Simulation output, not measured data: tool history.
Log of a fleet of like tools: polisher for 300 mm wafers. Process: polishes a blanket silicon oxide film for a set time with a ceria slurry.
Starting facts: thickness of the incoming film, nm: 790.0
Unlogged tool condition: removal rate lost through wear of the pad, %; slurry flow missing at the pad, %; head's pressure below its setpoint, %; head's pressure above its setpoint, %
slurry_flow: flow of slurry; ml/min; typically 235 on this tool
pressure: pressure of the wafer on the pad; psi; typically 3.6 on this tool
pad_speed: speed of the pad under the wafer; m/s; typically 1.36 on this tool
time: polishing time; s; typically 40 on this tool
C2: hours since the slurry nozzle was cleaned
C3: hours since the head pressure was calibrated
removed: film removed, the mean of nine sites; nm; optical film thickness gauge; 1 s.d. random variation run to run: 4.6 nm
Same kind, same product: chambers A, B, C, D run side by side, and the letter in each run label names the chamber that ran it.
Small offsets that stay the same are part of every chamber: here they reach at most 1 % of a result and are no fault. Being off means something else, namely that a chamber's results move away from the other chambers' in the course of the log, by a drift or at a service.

Run 1C, hour 4.8: usual settings; wafers polished on this pad 277; C2 129.9; C3 85.6. Result: removed 302.16 nm.
Run 2D, hour 7.8: usual settings; wafers polished on this pad 493; C2 172.1; C3 365.4. Result: removed 313.22 nm.
Run 3A, hour 11.8: usual settings; wafers polished on this pad 406; C2 305.9; C3 96.1. Result: removed 312.33 nm.
Run 4B, hour 16.9: usual settings; wafers polished on this pad 239; C2 315.4; C3 449.3. Result: removed 307.38 nm.
Run 5D, hour 21.8: usual settings but slurry_flow 185 ml/min; wafers polished on this pad 628; C2 186.1; C3 379.4. Result: removed 296.18 nm.
Run 6B, hour 25.0: usual settings but slurry_flow 185 ml/min; wafers polished on this pad 317; C2 323.5; C3 457.4. Result: removed 287.29 nm.
Run 7C, hour 29.8: usual settings but slurry_flow 185 ml/min; wafers polished on this pad 519; C2 154.9; C3 110.6. Result: removed 292.12 nm.
At hour 31.3: chamber A: worn pad replaced by a new one.
Run 8A, hour 33.7: usual settings but slurry_flow 185 ml/min; wafers polished on this pad 23; C2 327.8; C3 118.0. Result: removed 304.39 nm.
Run 9D, hour 36.8: usual settings; wafers polished on this pad 773; C2 201.1; C3 394.4. Result: removed 312.90 nm.
Run 10C, hour 41.6: usual settings but pressure 4.2 psi; wafers polished on this pad 633; C2 166.7; C3 122.4. Result: removed 352.14 nm.
At hour 44.6: chamber B: slurry nozzle cleaned.
Run 11A, hour 45.3: usual settings but pressure 4.2 psi; wafers polished on this pad 135; C2 339.4; C3 129.6. Result: removed 361.53 nm.
Run 12B, hour 48.0: usual settings but pressure 4.2 psi; wafers polished on this pad 539; C2 3.5; C3 480.4. Result: removed 362.88 nm.
Run 13B, hour 52.8: usual settings but pressure 4.2 psi; wafers polished on this pad 585; C2 8.3; C3 485.2. Result: removed 360.03 nm.
Run 14D, hour 56.3: usual settings; wafers polished on this pad 961; C2 220.6; C3 413.9. Result: removed 310.67 nm.
At hour 56.8: chamber C: worn pad replaced by a new one.
Run 15A, hour 60.3: usual settings; wafers polished on this pad 280; C2 354.4; C3 144.6. Result: removed 318.86 nm.
Run 16C, hour 64.8: usual settings; wafers polished on this pad 77; C2 189.9; C3 145.6. Result: removed 311.63 nm.
Run 17B, hour 70.6: usual settings; wafers polished on this pad 757; C2 26.1; C3 503.0. Result: removed 304.81 nm.
Run 18A, hour 76.2: usual settings; wafers polished on this pad 434; C2 370.3; C3 160.5. Result: removed 310.18 nm.
Run 19D, hour 80.3: usual settings; wafers polished on this pad 1193; C2 244.6; C3 437.9. Result: removed 313.37 nm.
Run 20C, hour 85.6: usual settings; wafers polished on this pad 278; C2 210.7; C3 166.4. Result: removed 311.68 nm.
At hour 86.2: chamber A: worn pad replaced by a new one.
Run 21B, hour 90.0: usual settings but slurry_flow 270 ml/min; wafers polished on this pad 945; C2 45.5; C3 522.4. Result: removed 313.95 nm.
At hour 92.8: chamber B: worn pad replaced by a new one.
Run 22A, hour 95.7: usual settings but slurry_flow 270 ml/min; wafers polished on this pad 92; C2 389.8; C3 180.0. Result: removed 306.44 nm.
Run 23C, hour 101.4: usual settings but slurry_flow 270 ml/min; wafers polished on this pad 431; C2 226.5; C3 182.2. Result: removed 317.04 nm.
Run 24D, hour 104.3: usual settings but slurry_flow 270 ml/min; wafers polished on this pad 1424; C2 268.6; C3 461.9. Result: removed 306.33 nm.
Run 25A, hour 107.9: usual settings; wafers polished on this pad 210; C2 402.0; C3 192.2. Result: removed 306.08 nm.
Run 26C, hour 111.8: usual settings; wafers polished on this pad 531; C2 236.9; C3 192.6. Result: removed 303.92 nm.
Run 27D, hour 116.5: usual settings; wafers polished on this pad 1542; C2 280.8; C3 474.1. Result: removed 289.09 nm.
Run 28B, hour 119.9: usual settings; wafers polished on this pad 261; C2 75.4; C3 552.3. Result: removed 303.76 nm.
At hour 121.4: chamber A: slurry nozzle cleaned.
Run 29B, hour 125.3: usual settings; wafers polished on this pad 314; C2 80.8; C3 557.7. Result: removed 308.76 nm.
Run 30D, hour 128.3: usual settings; wafers polished on this pad 1656; C2 292.6; C3 485.9. Result: removed 301.81 nm.
Run 31A, hour 134.1: usual settings; wafers polished on this pad 463; C2 12.7; C3 218.4. Result: removed 303.97 nm.
Run 32C, hour 137.5: usual settings but pressure 4.3 psi; wafers polished on this pad 779; C2 262.6; C3 218.3. Result: removed 365.57 nm.
At hour 137.7: chamber C: worn pad replaced by a new one.
Run 33A, hour 141.5: usual settings but pressure 4.3 psi; wafers polished on this pad 534; C2 20.1; C3 225.8. Result: removed 365.17 nm.
At hour 145.7: chamber A: worn pad replaced by a new one.
Run 34D, hour 146.8: usual settings but pressure 4.3 psi; wafers polished on this pad 1835; C2 311.1; C3 504.4. Result: removed 344.94 nm.
Run 35B, hour 150.2: usual settings but pressure 4.3 psi; wafers polished on this pad 554; C2 105.7; C3 582.6. Result: removed 362.64 nm.
Run 36C, hour 155.9: usual settings; wafers polished on this pad 176; C2 281.0; C3 236.7. Result: removed 302.31 nm.
Run 37A, hour 159.0: usual settings; wafers polished on this pad 129; C2 37.6; C3 243.3. Result: removed 307.67 nm.

Is one chamber out of step, is the gauge drifting, or do the chambers differ by no more than their own small offsets? For an off chamber, give its letter and the likeliest cause.

Little by little, chamber D moves away from the other chambers.
Likeliest cause: removal rate lost through wear of the pad, % = 8.16.
The log might look much the same if the cause were instead: slurry flow missing at the pad, %; head's pressure below its setpoint, %.

Chamber D could run next with any of the 4 candidate recipes listed below; each alters the usual settings, and their results appear as question marks. Which one brings its results back in line with what the other chambers deliver on the usual settings?
Counts as in line when no further than this from what the other chambers average on the usual settings: removed 16.00 nm
Run 38D-1, hour 163.4: usual settings but pad_speed 1.40 m/s, time 41 s. Result: removed ?.
Run 38D-2, hour 163.4: usual settings but pressure 3.9 psi, pad_speed 1.46 m/s. Result: removed ?.
Run 38D-3, hour 163.4: usual settings but pressure 3.5 psi, pad_speed 1.32 m/s, time 39 s. Result: removed ?.
Run 38D-4, hour 163.4: usual settings but pressure 3.4 psi, pad_speed 1.28 m/s, time 38 s. Result: removed ?.

Mean of the other chambers on the usual settings: removed 305.93 nm
  run  removed
38D-1   300.53
38D-2   330.66
38D-3   262.39
38D-4   241.06
It is 38D-1 that realigns the chamber with its peers.
